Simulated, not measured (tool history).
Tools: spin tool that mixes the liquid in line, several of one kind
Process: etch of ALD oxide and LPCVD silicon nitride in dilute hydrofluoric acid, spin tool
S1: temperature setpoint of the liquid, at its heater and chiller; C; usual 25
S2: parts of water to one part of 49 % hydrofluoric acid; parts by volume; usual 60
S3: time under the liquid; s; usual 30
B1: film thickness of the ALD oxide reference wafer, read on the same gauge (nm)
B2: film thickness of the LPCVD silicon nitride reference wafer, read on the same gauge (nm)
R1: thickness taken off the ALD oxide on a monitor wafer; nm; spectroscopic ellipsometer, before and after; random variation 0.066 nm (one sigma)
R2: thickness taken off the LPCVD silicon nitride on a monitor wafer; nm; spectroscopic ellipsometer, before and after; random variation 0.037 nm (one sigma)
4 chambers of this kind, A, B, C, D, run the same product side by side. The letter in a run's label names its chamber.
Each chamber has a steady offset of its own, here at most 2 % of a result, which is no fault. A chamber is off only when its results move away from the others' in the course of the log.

run 1B day=0.196 | S1=25 S2=60 S3=30 | B1=29.989 B2=49.984 | R1=13.929 R2=0.3315
run 2C day=0.462 | S1=25 S2=60 S3=30 | B1=30.008 B2=49.974 | R1=13.709 R2=0.25312
run 3A day=0.75 | S1=25 S2=60 S3=30 | B1=30.016 B2=49.975 | R1=14.096 R2=0.26359
run 4D day=0.912 | S1=25 S2=60 S3=30 | B1=30 B2=50.03 | R1=13.937 R2=0.29171
run 5C day=1.254 | S1=25 S2=60 S3=30 | B1=30.019 B2=50.024 | R1=13.7 R2=0.25993
run 6A day=1.575 | S1=21.5 S2=60 S3=30 | B1=30.012 B2=50.02 | R1=12.279 R2=0.25773
run 7D day=1.767 | S1=21.5 S2=60 S3=30 | B1=29.989 B2=49.996 | R1=12.009 R2=0.25614
-- day=1.796 chamber A: thermometer replaced
run 8B day=2.062 | S1=21.5 S2=60 S3=30 | B1=29.999 B2=49.987 | R1=11.949 R2=0.21028
run 9B day=2.233 | S1=21.5 S2=60 S3=30 | B1=30.002 B2=49.986 | R1=12.051 R2=0.25407
run 10C day=2.438 | S1=25 S2=60 S3=30 | B1=29.993 B2=49.985 | R1=13.729 R2=0.21365
run 11D day=2.725 | S1=25 S2=60 S3=30 | B1=29.984 B2=49.99 | R1=13.865 R2=0.21182
run 12A day=2.992 | S1=25 S2=60 S3=30 | B1=29.99 B2=49.996 | R1=14.081 R2=0.25622
run 13C day=3.179 | S1=25 S2=60 S3=30 | B1=29.956 B2=50.005 | R1=13.812 R2=0.27723
run 14B day=3.342 | S1=25 S2=60 S3=30 | B1=30 B2=49.976 | R1=13.857 R2=0.23544
run 15A day=3.521 | S1=25 S2=60 S3=30 | B1=30.005 B2=49.992 | R1=14.017 R2=0.21537
run 16D day=3.779 | S1=25 S2=60 S3=30 | B1=29.986 B2=49.986 | R1=13.93 R2=0.35889
run 17A day=3.988 | S1=25 S2=60 S3=30 | B1=29.973 B2=50.01 | R1=14.098 R2=0.26518
run 18C day=4.158 | S1=25 S2=60 S3=30 | B1=29.989 B2=50.019 | R1=13.776 R2=0.22609
run 19B day=4.446 | S1=25 S2=60 S3=30 | B1=30.018 B2=50.005 | R1=13.85 R2=0.17624
run 20D day=4.658 | S1=25 S2=60 S3=30 | B1=30.013 B2=49.985 | R1=13.924 R2=0.27033
run 21A day=4.921 | S1=25 S2=60 S3=30 | B1=30.002 B2=50.008 | R1=14.247 R2=0.25881
run 22C day=5.1 | S1=25 S2=60 S3=30 | B1=30.029 B2=50.023 | R1=13.853 R2=0.29475
run 23D day=5.3 | S1=25 S2=60 S3=30 | B1=30.023 B2=49.999 | R1=13.875 R2=0.25584
run 24B day=5.475 | S1=25 S2=60 S3=30 | B1=30.003 B2=49.999 | R1=13.89 R2=0.25879
run 25D day=5.75 | S1=25 S2=60 S3=30 | B1=30.005 B2=50.02 | R1=13.835 R2=0.2503
run 26A day=6.008 | S1=25 S2=60 S3=30 | B1=30.025 B2=50.002 | R1=14.047 R2=0.33316
run 27B day=6.167 | S1=25 S2=80 S3=20 | B1=30.016 B2=50.006 | R1=6.7499 R2=0.13564
run 28C day=6.492 | S1=25 S2=80 S3=20 | B1=30.01 B2=49.981 | R1=6.7319 R2=0.14728
run 29B day=6.821 | S1=25 S2=80 S3=20 | B1=30.034 B2=50.009 | R1=6.724 R2=0.095895
run 30C day=7.008 | S1=25 S2=80 S3=20 | B1=30.018 B2=50.003 | R1=6.7559 R2=0.12049

Is one chamber off against the others, does the gauge drift, or is nothing wrong? If a chamber is off, say which, and what the likeliest cause is.

No chamber stands off beyond its own small offset, and the gauge holds steady.
